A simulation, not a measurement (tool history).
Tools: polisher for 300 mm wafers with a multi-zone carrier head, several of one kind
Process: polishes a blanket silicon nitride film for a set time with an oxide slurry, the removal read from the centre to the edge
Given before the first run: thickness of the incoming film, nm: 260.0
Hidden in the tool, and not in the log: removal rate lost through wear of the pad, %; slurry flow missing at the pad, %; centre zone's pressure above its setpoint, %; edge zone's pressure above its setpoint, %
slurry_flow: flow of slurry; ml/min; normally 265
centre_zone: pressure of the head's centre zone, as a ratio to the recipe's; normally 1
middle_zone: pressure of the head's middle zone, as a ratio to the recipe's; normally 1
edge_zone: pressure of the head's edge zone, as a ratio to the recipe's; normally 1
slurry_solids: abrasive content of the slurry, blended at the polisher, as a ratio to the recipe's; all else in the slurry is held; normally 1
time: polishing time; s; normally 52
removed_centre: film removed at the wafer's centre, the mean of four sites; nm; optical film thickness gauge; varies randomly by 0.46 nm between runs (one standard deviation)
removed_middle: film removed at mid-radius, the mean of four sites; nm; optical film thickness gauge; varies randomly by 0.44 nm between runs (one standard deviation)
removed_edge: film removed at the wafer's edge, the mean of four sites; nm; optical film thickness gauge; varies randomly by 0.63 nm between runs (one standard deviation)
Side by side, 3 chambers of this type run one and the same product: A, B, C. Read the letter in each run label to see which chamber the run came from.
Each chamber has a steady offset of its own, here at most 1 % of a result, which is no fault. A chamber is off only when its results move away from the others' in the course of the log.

run	hour	slurry_flow	centre_zone	middle_zone	edge_zone	slurry_solids	time	wafers polished on this pad	hours since the slurry nozzle was cleaned	hours since the centre zone pressure was calibrated	hours since the edge zone pressure was calibrated	removed_centre	removed_middle	removed_edge
1B	4.9	265	1	1	1	1	52	947	505.8	175	208.7	42.52	43.426	42.089
# hour 7.9: chamber B: worn pad replaced by a new one
2A	9.4	265	1	1	1	1	52	1229	93.4	467.3	322.4	42.816	43.447	43.189
3C	15.9	265	1	1	1	1	52	487	324.3	372.8	86.3	44.368	42.881	41.704
# hour 18.6: chamber A: worn pad replaced by a new one
4B	20.9	265	1	1	1	1	52	168	521.8	191	224.7	43.049	43.199	42.971
5C	25.3	265	1	1	1	1	52	608	333.7	382.2	95.7	43.471	43.064	41.136
6A	29.8	265	1	1	1	1	52	144	113.8	487.7	342.8	43.994	43.976	44.546
# hour 33: chamber C: worn pad replaced by a new one
7B	34.6	265	1	1	1	1	52	344	535.5	204.7	238.4	41.917	43.524	43.55
# hour 38.5: chamber C: centre zone pressure recalibrated
8C	40.3	265	1	1	1	1	52	94	348.7	1.9	110.7	43.184	42.537	43.694
9A	47.3	265	1	1	1	1.2	40	369	131.3	505.2	360.3	36.782	36.091	35.831
10C	53.3	265	1	1	1	1.2	40	261	361.7	14.9	123.7	35.996	36.176	35.242
11B	60.8	265	1	1	1	1.2	40	680	561.7	230.9	264.6	37.082	35.884	36.772
12A	65.2	265	1	1	1	1	52	599	149.2	523.1	378.2	43.66	43.052	43.594
13B	71.3	265	1	1	1	1	52	815	572.2	241.4	275.1	42.525	42.92	42.706
# hour 72.9: chamber B: slurry nozzle cleaned
# hour 74.7: chamber B: edge zone pressure recalibrated
# hour 75: chamber B: worn pad replaced by a new one
14C	77.3	265	1	1	1	1	52	569	385.7	38.9	147.7	42.93	43.008	43.026
15A	84.7	265	1	1	1	1	52	849	168.7	542.6	397.7	45.364	43.624	43.284
16C	88.9	265	1	1	1	1	52	718	397.3	50.5	159.3	42.496	42.466	43.119
17A	92.8	265	1	1	1	1	52	953	176.8	550.7	405.8	45.387	44.027	42.621
# hour 93.3: chamber C: worn pad replaced by a new one
# hour 97.3: chamber C: slurry nozzle cleaned
18B	98.2	265	1	1	1	1	52	299	25.4	268.3	23.5	42.594	43.44	42.461
19B	105.3	265	1	1	1	1	52	390	32.5	275.4	30.6	43.377	43.089	43.444
20C	111	265	1	1	1	1	52	228	13.8	72.6	181.4	43.314	42.832	42.296
# hour 111.6: chamber A: worn pad replaced by a new one
21A	116.9	265	1	1	1	1	52	68	200.9	574.8	429.9	44.94	43.643	43.904
22C	121.1	265	1	1	1	1	52	358	23.9	82.7	191.5	43.498	43.056	41.608
23A	128.5	225	1	1	1	1.2	52	217	212.5	586.4	441.5	48.907	45.625	46.395
24B	134.2	225	1	1	1	1.2	52	761	61.4	304.3	59.5	46.246	45.715	46.125
25B	141.8	225	1	1	1	1.2	52	859	69	311.9	67.1	45.919	45.242	46.633
# hour 144.5: chamber B: worn pad replaced by a new one
26C	147.6	265	1	1	1	1	52	698	50.4	109.2	218	43.15	42.333	43.499
27A	151.5	265	1	1	1	1	52	513	235.5	609.4	464.5	46.062	43.381	44.802
# hour 156.8: chamber C: worn pad replaced by a new one
28C	159.2	265	1	1	1	1	52	32	62	120.8	229.6	43.727	42.962	41.687
29B	166.8	265	1	1	1	1	52	286	94	336.9	92.1	42.748	43.612	44.145

What goes on in this fleet: one chamber off, a drifting gauge, or nothing beyond the chambers' own small offsets? Name the chamber and the cause, if any.

Chamber A drifts away from the others.
What lies behind it: centre zone's pressure above its setpoint, % = 9.33.

Chamber A could run next with any of the 4 candidate recipes listed below; each alters the usual settings, and their results appear as question marks. Which one brings its results back in line with what the other chambers deliver on the usual settings?
Maximum distance from the other chambers' mean on the usual settings for a result to count as in line: removed_centre 1.6 nm; removed_middle 1.5 nm; removed_edge 2.2 nm
30A-1	172.5	275	1.12	0.98	0.96	1	53					?	?	?
30A-2	172.5	270	1.07	0.99	0.97	1	53					?	?	?
30A-3	172.5	260	0.93	1.01	1.03	1	51					?	?	?
30A-4	172.5	255	0.89	1.01	1.04	1	51					?	?	?

Mean of the other chambers on the usual settings: removed_centre 43.294 nm; removed_middle 43.037 nm; removed_edge 42.997 nm
run	removed_centre	removed_middle	removed_edge
30A-1	54.804	43.481	43.436
30A-2	52.07	43.819	43.598
30A-3	42.858	42.811	43.148
30A-4	40.751	42.726	43.298
30A-3 brings the chamber back in line.

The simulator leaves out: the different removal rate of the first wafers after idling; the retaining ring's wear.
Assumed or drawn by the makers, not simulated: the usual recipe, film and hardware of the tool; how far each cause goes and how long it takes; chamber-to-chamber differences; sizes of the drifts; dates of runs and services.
